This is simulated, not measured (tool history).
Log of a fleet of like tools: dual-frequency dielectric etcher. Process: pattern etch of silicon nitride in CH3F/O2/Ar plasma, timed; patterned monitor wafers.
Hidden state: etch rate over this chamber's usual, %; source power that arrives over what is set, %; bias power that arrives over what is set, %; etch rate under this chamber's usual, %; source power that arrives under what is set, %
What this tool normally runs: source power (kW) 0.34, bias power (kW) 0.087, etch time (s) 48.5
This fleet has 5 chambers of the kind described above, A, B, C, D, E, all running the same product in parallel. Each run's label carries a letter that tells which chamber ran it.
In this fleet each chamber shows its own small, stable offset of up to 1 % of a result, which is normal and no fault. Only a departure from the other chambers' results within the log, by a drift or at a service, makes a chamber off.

run     day  source power (kW)  bias power (kW)  etch time (s)  hours since the last wet clean  hours since the last source power generator calibration  hours since the last bias power generator calibration  read-back reference wafer on the same gauge, depth_nm  mean etch depth across the wafer (angstrom)
 1C   0.225               0.34            0.087           48.5                           329.1                                                   1809.1                                                 1434.7                                                 36.087                                       344.02
 2A   0.538               0.34            0.087           48.5                           112.8                                                   4071.6                                                 2206.5                                                 36.149                                       343.52
 3B   0.771               0.34            0.087           48.5                           166.1                                                   1345.8                                                  309.9                                                  36.11                                       340.69
 4E   1.108               0.34            0.087           48.5                           273.7                                                   3322.8                                                   55.9                                                 36.128                                        340.6
 5D   1.375               0.34            0.096             60                           431.9                                                    472.3                                                 2600.6                                                  36.14                                        442.4
 6A   1.712               0.34            0.096             60                             141                                                   4099.8                                                 2234.7                                                 36.058                                       440.39
 7E   2.058               0.34            0.096             60                           296.5                                                   3345.6                                                   78.7                                                 36.124                                       439.32
 8B   2.246               0.34            0.096             60                           201.5                                                   1381.2                                                  345.3                                                 36.133                                       435.92
 9D   2.558               0.34            0.096             60                           460.3                                                    500.7                                                   2629                                                 36.085                                       440.05
10C   2.917               0.27            0.087             38                           393.7                                                   1873.7                                                 1499.3                                                 36.059                                       247.92
11E   3.179               0.27            0.087             38                           323.4                                                   3372.5                                                  105.6                                                 36.127                                       241.93
12C   3.517               0.27            0.087             38                           408.1                                                   1888.1                                                 1513.7                                                 36.161                                       243.78
13D   3.725               0.27            0.087             38                           488.3                                                    528.7                                                   2657                                                 36.111                                       247.99
14B   4.062               0.27            0.087             38                           245.1                                                   1424.8                                                  388.9                                                 36.172                                       245.81
15A   4.271               0.34            0.087           48.5                           202.4                                                   4161.2                                                 2296.1                                                 36.078                                       342.05
      4.488  -- chamber D: wet clean of the chamber
      4.538  -- chamber C: wet clean of the chamber
16C   4.546               0.34            0.087           48.5                             0.3                                                   1912.8                                                 1538.4                                                 36.114                                       345.53
      4.658  -- chamber A: source power generator calibrated
17E   4.783               0.34            0.087           48.5                           361.9                                                     3411                                                  144.1                                                 36.123                                       334.58
18B   5.121               0.34            0.087           48.5                           270.5                                                   1450.2                                                  414.3                                                 36.185                                       340.91
19A   5.304               0.34            0.087           48.5                           227.2                                                     15.6                                                 2320.9                                                 36.057                                       344.71
20D   5.521               0.36            0.087           48.5                            24.8                                                    571.8                                                 2700.1                                                 36.068                                       352.54
21C   5.754               0.36            0.087           48.5                            29.3                                                   1941.8                                                 1567.4                                                   36.1                                       349.33
22B   5.988               0.36            0.087           48.5                           291.3                                                     1471                                                  435.1                                                 36.086                                       347.63
23A   6.338               0.36            0.087           48.5                             252                                                     40.4                                                 2345.7                                                 36.091                                       353.46
24E   6.625               0.36            0.087           48.5                           406.1                                                   3455.2                                                  188.3                                                 36.076                                       335.97
25D   6.796               0.27            0.087           48.5                            55.4                                                    602.4                                                 2730.7                                                 36.114                                       310.09
26D   6.979               0.27            0.087           48.5                            59.8                                                    606.8                                                 2735.1                                                 36.076                                       314.83
27A    7.35               0.27            0.087           48.5                           276.3                                                     64.7                                                   2370                                                 36.077                                       314.79
28E    7.55               0.27            0.087           48.5                           428.3                                                   3477.4                                                  210.5                                                 36.062                                       303.18
29B   7.775               0.27            0.087           48.5                           334.2                                                   1513.9                                                    478                                                 36.133                                       313.41
30C   8.058               0.34            0.087           48.5                            84.6                                                   1997.1                                                 1622.7                                                 36.074                                       347.81
31D   8.279               0.34            0.087           48.5                              91                                                      638                                                 2766.3                                                 36.077                                       346.31
32A   8.512               0.34            0.087           48.5                           304.2                                                     92.6                                                 2397.9                                                 36.017                                       341.83
33E   8.758               0.34            0.087           48.5                           457.3                                                   3506.4                                                  239.5                                                 36.121                                       327.47
34C   8.979               0.34            0.087           48.5                           106.7                                                   2019.2                                                 1644.8                                                 36.075                                       341.31
35B   9.317               0.34            0.087           48.5                           371.2                                                   1550.9                                                    515                                                 36.051                                       338.84
36A   9.646               0.34            0.087           48.5                           331.4                                                    119.8                                                 2425.1                                                 36.087                                       344.06
37C    9.95               0.34            0.087           48.5                             130                                                   2042.5                                                 1668.1                                                 36.099                                        343.9
38B   10.25               0.34            0.087           48.5                           393.6                                                   1573.3                                                  537.4                                                 36.169                                       342.53
39E  10.542               0.34            0.087           48.5                           500.1                                                   3549.2                                                  282.3                                                 36.142                                        324.7
40D  10.775               0.34            0.079           48.5                           150.9                                                    697.9                                                 2826.2                                                 36.097                                       332.21
41E  11.079               0.34            0.079           48.5                             513                                                   3562.1                                                  295.2                                                 36.118                                          310

What goes on in this fleet: one chamber off, a drifting gauge, or nothing beyond the chambers' own small offsets? Name the chamber and the cause, if any.

One chamber, E, drifts off from the rest bit by bit.
What lies behind it: etch rate under this chamber's usual, % = 4.99.

Chamber E could run next with any of the 4 candidate recipes listed below; each alters the usual settings, and their results appear as question marks. Which one brings its results back in line with what the other chambers deliver on the usual settings?
Allowed miss from the other chambers' usual-settings mean, per result, to count as in line: mean etch depth across the wafer (angstrom) 8.4
42E-1  11.346               0.34            0.089             53                                                                                                                                                                                                                                                   ?
42E-2  11.346               0.34            0.088             51                                                                                                                                                                                                                                                   ?
42E-3  11.346               0.34            0.087             46                                                                                                                                                                                                                                                   ?
42E-4  11.346               0.34            0.087           43.5                                                                                                                                                                                                                                                   ?

The other chambers' mean on the usual settings: mean etch depth across the wafer (angstrom) 342.42
  run  mean etch depth across the wafer (angstrom)
42E-1                                       356.25
42E-2                                       341.38
42E-3                                       306.63
42E-4                                       289.96
Change 42E-2 lands the chamber within the allowed miss of the other chambers.
